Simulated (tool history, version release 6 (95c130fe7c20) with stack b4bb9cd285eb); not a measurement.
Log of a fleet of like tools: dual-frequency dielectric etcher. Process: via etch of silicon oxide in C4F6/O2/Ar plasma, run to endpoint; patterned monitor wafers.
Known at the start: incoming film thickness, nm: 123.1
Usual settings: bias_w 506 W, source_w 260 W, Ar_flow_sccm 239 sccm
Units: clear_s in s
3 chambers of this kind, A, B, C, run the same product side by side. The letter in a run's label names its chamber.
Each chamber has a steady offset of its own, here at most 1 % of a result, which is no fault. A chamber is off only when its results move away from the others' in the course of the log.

{"day": 0.158, "done": "chamber C: Ar flow controller replaced"}
{"run": "1C", "day": 0.483, "bias_w": 506, "source_w": 260, "Ar_flow_sccm": 239, "clear_s": 31.212}
{"run": "2B", "day": 0.812, "bias_w": 506, "source_w": 260, "Ar_flow_sccm": 239, "clear_s": 30.926}
{"run": "3A", "day": 1.104, "bias_w": 506, "source_w": 260, "Ar_flow_sccm": 239, "clear_s": 30.667}
{"run": "4B", "day": 1.592, "bias_w": 506, "source_w": 260, "Ar_flow_sccm": 239, "clear_s": 30.719}
{"run": "5A", "day": 2.108, "bias_w": 506, "source_w": 260, "Ar_flow_sccm": 239, "clear_s": 30.738}
{"run": "6C", "day": 2.642, "bias_w": 506, "source_w": 260, "Ar_flow_sccm": 239, "clear_s": 31.019}
{"run": "7B", "day": 3.071, "bias_w": 506, "source_w": 260, "Ar_flow_sccm": 239, "clear_s": 30.771}
{"day": 3.108, "done": "chamber B: bias power generator calibrated"}
{"run": "8A", "day": 3.3, "bias_w": 506, "source_w": 260, "Ar_flow_sccm": 297, "clear_s": 31.533}
{"day": 3.667, "done": "chamber B: source power generator calibrated"}
{"run": "9C", "day": 3.808, "bias_w": 506, "source_w": 260, "Ar_flow_sccm": 297, "clear_s": 31.916}
{"run": "10B", "day": 4.342, "bias_w": 506, "source_w": 260, "Ar_flow_sccm": 297, "clear_s": 31.821}
{"run": "11A", "day": 4.6, "bias_w": 506, "source_w": 260, "Ar_flow_sccm": 239, "clear_s": 30.889}
{"run": "12C", "day": 4.883, "bias_w": 565, "source_w": 290, "Ar_flow_sccm": 239, "clear_s": 28.711}
{"run": "13C", "day": 5.154, "bias_w": 565, "source_w": 290, "Ar_flow_sccm": 239, "clear_s": 28.93}
{"run": "14B", "day": 5.646, "bias_w": 565, "source_w": 290, "Ar_flow_sccm": 239, "clear_s": 28.433}
{"run": "15A", "day": 6.171, "bias_w": 506, "source_w": 260, "Ar_flow_sccm": 239, "clear_s": 30.885}
{"run": "16C", "day": 6.512, "bias_w": 440, "source_w": 260, "Ar_flow_sccm": 239, "clear_s": 33.138}
{"run": "17B", "day": 6.85, "bias_w": 440, "source_w": 260, "Ar_flow_sccm": 239, "clear_s": 32.565}
{"run": "18A", "day": 7.262, "bias_w": 440, "source_w": 260, "Ar_flow_sccm": 239, "clear_s": 32.384}
{"day": 7.383, "done": "chamber B: wet clean of the chamber"}
{"run": "19C", "day": 7.567, "bias_w": 506, "source_w": 260, "Ar_flow_sccm": 239, "clear_s": 31.656}
{"run": "20B", "day": 7.921, "bias_w": 506, "source_w": 260, "Ar_flow_sccm": 239, "clear_s": 30.846}
{"run": "21A", "day": 8.242, "bias_w": 592, "source_w": 260, "Ar_flow_sccm": 196, "clear_s": 28.266}
{"run": "22A", "day": 8.608, "bias_w": 592, "source_w": 260, "Ar_flow_sccm": 196, "clear_s": 28.374}
{"run": "23C", "day": 9.017, "bias_w": 592, "source_w": 260, "Ar_flow_sccm": 196, "clear_s": 29.282}
{"run": "24B", "day": 9.529, "bias_w": 506, "source_w": 260, "Ar_flow_sccm": 239, "clear_s": 30.827}
{"run": "25A", "day": 9.833, "bias_w": 506, "source_w": 260, "Ar_flow_sccm": 239, "clear_s": 30.896}
{"run": "26B", "day": 10.312, "bias_w": 506, "source_w": 260, "Ar_flow_sccm": 239, "clear_s": 31.066}
{"run": "27C", "day": 10.667, "bias_w": 506, "source_w": 260, "Ar_flow_sccm": 239, "clear_s": 31.956}
{"run": "28C", "day": 11.008, "bias_w": 506, "source_w": 260, "Ar_flow_sccm": 239, "clear_s": 31.697}
{"run": "29A", "day": 11.404, "bias_w": 506, "source_w": 260, "Ar_flow_sccm": 239, "clear_s": 30.649}
{"run": "30B", "day": 11.796, "bias_w": 506, "source_w": 260, "Ar_flow_sccm": 239, "clear_s": 30.963}
{"run": "31C", "day": 12.046, "bias_w": 506, "source_w": 260, "Ar_flow_sccm": 239, "clear_s": 31.902}
{"run": "32B", "day": 12.325, "bias_w": 506, "source_w": 260, "Ar_flow_sccm": 239, "clear_s": 30.827}
{"run": "33A", "day": 12.671, "bias_w": 561, "source_w": 260, "Ar_flow_sccm": 239, "clear_s": 29.707}

Next, every chamber runs the same settings. What will each give?
{"run": "34A", "day": 13.054, "bias_w": 506, "source_w": 260, "Ar_flow_sccm": 239, "clear_s": "?"}
{"run": "34B", "day": 13.054, "bias_w": 506, "source_w": 260, "Ar_flow_sccm": 239, "clear_s": "?"}
{"run": "34C", "day": 13.054, "bias_w": 506, "source_w": 260, "Ar_flow_sccm": 239, "clear_s": "?"}

run=34A clear_s=30.798
run=34B clear_s=31.02
run=34C clear_s=32.184
